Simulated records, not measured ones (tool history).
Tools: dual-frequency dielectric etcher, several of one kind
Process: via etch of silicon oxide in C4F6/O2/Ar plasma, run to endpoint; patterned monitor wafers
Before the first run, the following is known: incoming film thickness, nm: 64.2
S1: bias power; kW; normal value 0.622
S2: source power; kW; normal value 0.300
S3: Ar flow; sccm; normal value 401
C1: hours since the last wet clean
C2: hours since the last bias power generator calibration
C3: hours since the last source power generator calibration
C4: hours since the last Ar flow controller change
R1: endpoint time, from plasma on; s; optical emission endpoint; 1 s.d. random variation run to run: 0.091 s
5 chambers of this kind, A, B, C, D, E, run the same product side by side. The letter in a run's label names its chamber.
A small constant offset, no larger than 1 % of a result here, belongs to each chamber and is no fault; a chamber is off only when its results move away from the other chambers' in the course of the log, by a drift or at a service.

Run 1A, hour 6.6: usual settings; C1 33.3; C2 462.4; C3 4244.5; C4 220.0. Result: R1 14.954 s.
At hour 10.8: chamber C: wet clean of the chamber.
Run 2E, hour 12.3: usual settings; C1 85.1; C2 2604.4; C3 1236.7; C4 635.2. Result: R1 14.894 s.
Run 3C, hour 20.0: usual settings; C1 9.3; C2 411.7; C3 2433.8; C4 1058.3. Result: R1 14.741 s.
Run 4D, hour 26.8: usual settings; C1 50.7; C2 708.9; C3 886.1; C4 2694.2. Result: R1 14.849 s.
Run 5B, hour 34.4: usual settings; C1 452.9; C2 630.2; C3 3332.7; C4 1163.4. Result: R1 14.923 s.
Run 6B, hour 40.9: usual settings; C1 459.4; C2 636.7; C3 3339.2; C4 1169.9. Result: R1 15.102 s.
Run 7C, hour 49.7: usual settings; C1 39.0; C2 441.4; C3 2463.5; C4 1088.0. Result: R1 14.762 s.
Run 8D, hour 55.8: usual settings but S1 0.471 kW; C1 79.7; C2 737.9; C3 915.1; C4 2723.2. Result: R1 16.405 s.
Run 9A, hour 59.9: usual settings but S1 0.471 kW; C1 86.6; C2 515.7; C3 4297.8; C4 273.3. Result: R1 16.581 s.
Run 10E, hour 67.8: usual settings but S1 0.471 kW; C1 140.6; C2 2659.9; C3 1292.2; C4 690.7. Result: R1 16.642 s.
Run 11E, hour 76.8: usual settings but S1 0.471 kW; C1 149.6; C2 2668.9; C3 1301.2; C4 699.7. Result: R1 16.623 s.
Run 12B, hour 81.9: usual settings but S1 0.471 kW; C1 500.4; C2 677.7; C3 3380.2; C4 1210.9. Result: R1 16.404 s.
Run 13C, hour 90.9: usual settings; C1 80.2; C2 482.6; C3 2504.7; C4 1129.2. Result: R1 14.858 s.
Run 14A, hour 96.4: usual settings; C1 123.1; C2 552.2; C3 4334.3; C4 309.8. Result: R1 14.914 s.
Run 15D, hour 100.9: usual settings; C1 124.8; C2 783.0; C3 960.2; C4 2768.3. Result: R1 14.843 s.
Run 16C, hour 109.3: usual settings; C1 98.6; C2 501.0; C3 2523.1; C4 1147.6. Result: R1 14.813 s.
Run 17B, hour 114.7: usual settings; C1 533.2; C2 710.5; C3 3413.0; C4 1243.7. Result: R1 14.988 s.
At hour 119.0: chamber B: wet clean of the chamber.
Run 18D, hour 119.9: usual settings; C1 143.8; C2 802.0; C3 979.2; C4 2787.3. Result: R1 14.904 s.
Run 19A, hour 126.8: usual settings; C1 153.5; C2 582.6; C3 4364.7; C4 340.2. Result: R1 15.050 s.
Run 20E, hour 132.9: usual settings; C1 205.7; C2 2725.0; C3 1357.3; C4 755.8. Result: R1 14.885 s.
Run 21D, hour 141.2: usual settings; C1 165.1; C2 823.3; C3 1000.5; C4 2808.6. Result: R1 15.031 s.
At hour 149.3: chamber A: source power generator calibrated.
Run 22E, hour 149.3: usual settings; C1 222.1; C2 2741.4; C3 1373.7; C4 772.2. Result: R1 14.961 s.
Run 23A, hour 154.2: usual settings; C1 180.9; C2 610.0; C3 5.0; C4 367.6. Result: R1 14.912 s.
Run 24B, hour 163.3: usual settings; C1 44.4; C2 759.1; C3 3461.6; C4 1292.3. Result: R1 14.809 s.
Run 25C, hour 171.6: usual settings; C1 160.9; C2 563.3; C3 2585.4; C4 1209.9. Result: R1 14.956 s.
Run 26C, hour 176.3: usual settings; C1 165.6; C2 568.0; C3 2590.1; C4 1214.6. Result: R1 14.849 s.
Run 27A, hour 181.0: usual settings; C1 207.7; C2 636.8; C3 31.8; C4 394.4. Result: R1 15.036 s.
Run 28B, hour 189.3: usual settings; C1 70.4; C2 785.1; C3 3487.6; C4 1318.3. Result: R1 15.046 s.
Run 29D, hour 194.4: usual settings; C1 218.3; C2 876.5; C3 1053.7; C4 2861.8. Result: R1 15.069 s.
Run 30E, hour 203.5: usual settings; C1 276.3; C2 2795.6; C3 1427.9; C4 826.4. Result: R1 14.824 s.
Run 31E, hour 211.4: usual settings; C1 284.2; C2 2803.5; C3 1435.8; C4 834.3. Result: R1 14.972 s.
Run 32A, hour 217.4: usual settings; C1 244.1; C2 673.2; C3 68.2; C4 430.8. Result: R1 14.960 s.
Run 33D, hour 223.2: usual settings; C1 247.1; C2 905.3; C3 1082.5; C4 2890.6. Result: R1 14.879 s.
Run 34B, hour 228.5: usual settings; C1 109.6; C2 824.3; C3 3526.8; C4 1357.5. Result: R1 14.934 s.
Run 35C, hour 234.1: usual settings; C1 223.4; C2 625.8; C3 2647.9; C4 1272.4. Result: R1 14.999 s.
Run 36B, hour 239.2: usual settings; C1 120.3; C2 835.0; C3 3537.5; C4 1368.2. Result: R1 14.920 s.

Predict what each chamber gives when all 5 of them run the settings below next.
Run 37A, hour 245.8: usual settings. Result: R1 ?.
Run 37B, hour 245.8: usual settings. Result: R1 ?.
Run 37C, hour 245.8: usual settings. Result: R1 ?.
Run 37D, hour 245.8: usual settings. Result: R1 ?.
Run 37E, hour 245.8: usual settings. Result: R1 ?.

run      R1
37A  14.962
37B  14.968
37C  14.847
37D  14.939
37E  14.789
